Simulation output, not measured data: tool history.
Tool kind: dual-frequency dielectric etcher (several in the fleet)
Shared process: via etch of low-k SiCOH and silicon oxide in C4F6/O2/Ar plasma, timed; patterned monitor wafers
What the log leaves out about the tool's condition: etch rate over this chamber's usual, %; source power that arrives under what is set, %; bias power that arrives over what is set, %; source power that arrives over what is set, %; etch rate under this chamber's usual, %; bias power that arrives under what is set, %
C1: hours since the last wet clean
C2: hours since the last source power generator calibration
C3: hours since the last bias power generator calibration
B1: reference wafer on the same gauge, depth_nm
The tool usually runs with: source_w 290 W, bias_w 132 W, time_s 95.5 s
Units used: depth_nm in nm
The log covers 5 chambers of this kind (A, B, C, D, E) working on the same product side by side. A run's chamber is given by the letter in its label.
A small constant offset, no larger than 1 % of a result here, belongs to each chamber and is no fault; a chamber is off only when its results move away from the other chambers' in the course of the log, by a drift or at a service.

run 1A hour=6.1 | source_w=290 bias_w=132 time_s=95.5 | C1=427.2 C2=590.4 C3=573.2 | B1=204.97 | depth_nm=213.66
run 2D hour=12.5 | source_w=290 bias_w=132 time_s=95.5 | C1=51.4 C2=1427.8 C3=1316.3 | B1=205.15 | depth_nm=213.9
run 3E hour=17.2 | source_w=290 bias_w=132 time_s=95.5 | C1=113.5 C2=672.1 C3=4192.9 | B1=205.2 | depth_nm=214.39
run 4B hour=24.9 | source_w=290 bias_w=132 time_s=95.5 | C1=181.1 C2=2236.1 C3=1554.9 | B1=205.08 | depth_nm=213.19
run 5C hour=28.8 | source_w=290 bias_w=132 time_s=95.5 | C1=319 C2=1364.7 C3=2004.6 | B1=205.12 | depth_nm=213.2
run 6A hour=34.4 | source_w=290 bias_w=132 time_s=95.5 | C1=455.5 C2=618.7 C3=601.5 | B1=205.09 | depth_nm=213.5
run 7B hour=39.5 | source_w=290 bias_w=132 time_s=95.5 | C1=195.7 C2=2250.7 C3=1569.5 | B1=205.18 | depth_nm=213.28
run 8E hour=47.4 | source_w=290 bias_w=132 time_s=95.5 | C1=143.7 C2=702.3 C3=4223.1 | B1=205.24 | depth_nm=214.29
run 9C hour=53.1 | source_w=290 bias_w=132 time_s=95.5 | C1=343.3 C2=1389 C3=2028.9 | B1=205.31 | depth_nm=214.04
run 10D hour=61.2 | source_w=290 bias_w=132 time_s=95.5 | C1=100.1 C2=1476.5 C3=1365 | B1=205.25 | depth_nm=214.06
run 11C hour=66.2 | source_w=290 bias_w=132 time_s=95.5 | C1=356.4 C2=1402.1 C3=2042 | B1=205.4 | depth_nm=213.94
run 12B hour=71.6 | source_w=290 bias_w=132 time_s=95.5 | C1=227.8 C2=2282.8 C3=1601.6 | B1=205.35 | depth_nm=212.64
run 13D hour=78.3 | source_w=290 bias_w=132 time_s=95.5 | C1=117.2 C2=1493.6 C3=1382.1 | B1=205.33 | depth_nm=213.51
-- hour=84.1 chamber E: bias power generator calibrated
run 14A hour=84.3 | source_w=290 bias_w=132 time_s=95.5 | C1=505.4 C2=668.6 C3=651.4 | B1=205.5 | depth_nm=213.91
run 15E hour=89.7 | source_w=290 bias_w=132 time_s=95.5 | C1=186 C2=744.6 C3=5.7 | B1=205.41 | depth_nm=215.14
run 16C hour=95.7 | source_w=290 bias_w=132 time_s=95.5 | C1=385.9 C2=1431.6 C3=2071.5 | B1=205.46 | depth_nm=213.59
run 17E hour=99.8 | source_w=290 bias_w=132 time_s=95.5 | C1=196.1 C2=754.7 C3=15.8 | B1=205.48 | depth_nm=215.14
run 18A hour=108.1 | source_w=290 bias_w=132 time_s=95.5 | C1=529.2 C2=692.4 C3=675.2 | B1=205.55 | depth_nm=214.78
run 19B hour=116.4 | source_w=290 bias_w=132 time_s=95.5 | C1=272.6 C2=2327.6 C3=1646.4 | B1=205.58 | depth_nm=213.13
run 20D hour=124.7 | source_w=290 bias_w=132 time_s=95.5 | C1=163.6 C2=1540 C3=1428.5 | B1=205.57 | depth_nm=214.15
run 21E hour=130.7 | source_w=290 bias_w=132 time_s=95.5 | C1=227 C2=785.6 C3=46.7 | B1=205.53 | depth_nm=215.78
run 22A hour=136.1 | source_w=290 bias_w=132 time_s=95.5 | C1=557.2 C2=720.4 C3=703.2 | B1=205.66 | depth_nm=214.62
run 23C hour=140.4 | source_w=290 bias_w=132 time_s=95.5 | C1=430.6 C2=1476.3 C3=2116.2 | B1=205.74 | depth_nm=214.08
-- hour=143.2 chamber A: wet clean of the chamber
-- hour=143.2 chamber C: wet clean of the chamber
run 24D hour=144.8 | source_w=290 bias_w=132 time_s=95.5 | C1=183.7 C2=1560.1 C3=1448.6 | B1=205.77 | depth_nm=214.84
run 25B hour=148.9 | source_w=290 bias_w=132 time_s=95.5 | C1=305.1 C2=2360.1 C3=1678.9 | B1=205.73 | depth_nm=213.52
run 26D hour=155.4 | source_w=290 bias_w=132 time_s=95.5 | C1=194.3 C2=1570.7 C3=1459.2 | B1=205.7 | depth_nm=214.24
run 27B hour=162.7 | source_w=290 bias_w=132 time_s=95.5 | C1=318.9 C2=2373.9 C3=1692.7 | B1=205.8 | depth_nm=213.37
run 28E hour=168.7 | source_w=290 bias_w=132 time_s=95.5 | C1=265 C2=823.6 C3=84.7 | B1=205.93 | depth_nm=215.58
run 29A hour=174.9 | source_w=290 bias_w=132 time_s=95.5 | C1=31.8 C2=759.2 C3=742 | B1=205.89 | depth_nm=214.46
run 30C hour=180.4 | source_w=290 bias_w=132 time_s=95.5 | C1=37.2 C2=1516.3 C3=2156.2 | B1=205.85 | depth_nm=214.63
run 31B hour=184.4 | source_w=290 bias_w=132 time_s=95.5 | C1=340.6 C2=2395.6 C3=1714.4 | B1=205.92 | depth_nm=213.48
run 32C hour=191.9 | source_w=290 bias_w=132 time_s=95.5 | C1=48.7 C2=1527.8 C3=2167.7 | B1=205.91 | depth_nm=214.23
run 33E hour=199.7 | source_w=290 bias_w=144 time_s=95.5 | C1=296 C2=854.6 C3=115.7 | B1=205.87 | depth_nm=221.98
run 34D hour=203.5 | source_w=290 bias_w=144 time_s=95.5 | C1=242.4 C2=1618.8 C3=1507.3 | B1=206.01 | depth_nm=220.56
run 35A hour=211.6 | source_w=290 bias_w=144 time_s=95.5 | C1=68.5 C2=795.9 C3=778.7 | B1=206.04 | depth_nm=220.4
run 36B hour=220.4 | source_w=290 bias_w=144 time_s=95.5 | C1=376.6 C2=2431.6 C3=1750.4 | B1=206.06 | depth_nm=219.51
run 37A hour=224.6 | source_w=290 bias_w=144 time_s=95.5 | C1=81.5 C2=808.9 C3=791.7 | B1=206.12 | depth_nm=220.63
run 38D hour=232.2 | source_w=290 bias_w=132 time_s=95.5 | C1=271.1 C2=1647.5 C3=1536 | B1=206.07 | depth_nm=214.65
run 39C hour=240.6 | source_w=290 bias_w=132 time_s=95.5 | C1=97.4 C2=1576.5 C3=2216.4 | B1=206.21 | depth_nm=213.59
run 40E hour=247.7 | source_w=290 bias_w=132 time_s=95.5 | C1=344 C2=902.6 C3=163.7 | B1=206.17 | depth_nm=215.53
run 41D hour=252.4 | source_w=290 bias_w=132 time_s=95.5 | C1=291.3 C2=1667.7 C3=1556.2 | B1=206.26 | depth_nm=215.01
run 42B hour=256.4 | source_w=290 bias_w=132 time_s=95.5 | C1=412.6 C2=2467.6 C3=1786.4 | B1=206.24 | depth_nm=214.24
run 43A hour=260.6 | source_w=290 bias_w=132 time_s=117.5 | C1=117.5 C2=844.9 C3=827.7 | B1=206.27 | depth_nm=265.36
run 44C hour=265.8 | source_w=290 bias_w=132 time_s=117.5 | C1=122.6 C2=1601.7 C3=2241.6 | B1=206.33 | depth_nm=264.36

What goes on in this fleet: one chamber off, a drifting gauge, or nothing beyond the chambers' own small offsets? Name the chamber and the cause, if any.

No chamber is off; the gauge reading every chamber's wafers drifts, which makes the whole fleet appear to move together.
Cause: gauge reads high (%) = 0.646.

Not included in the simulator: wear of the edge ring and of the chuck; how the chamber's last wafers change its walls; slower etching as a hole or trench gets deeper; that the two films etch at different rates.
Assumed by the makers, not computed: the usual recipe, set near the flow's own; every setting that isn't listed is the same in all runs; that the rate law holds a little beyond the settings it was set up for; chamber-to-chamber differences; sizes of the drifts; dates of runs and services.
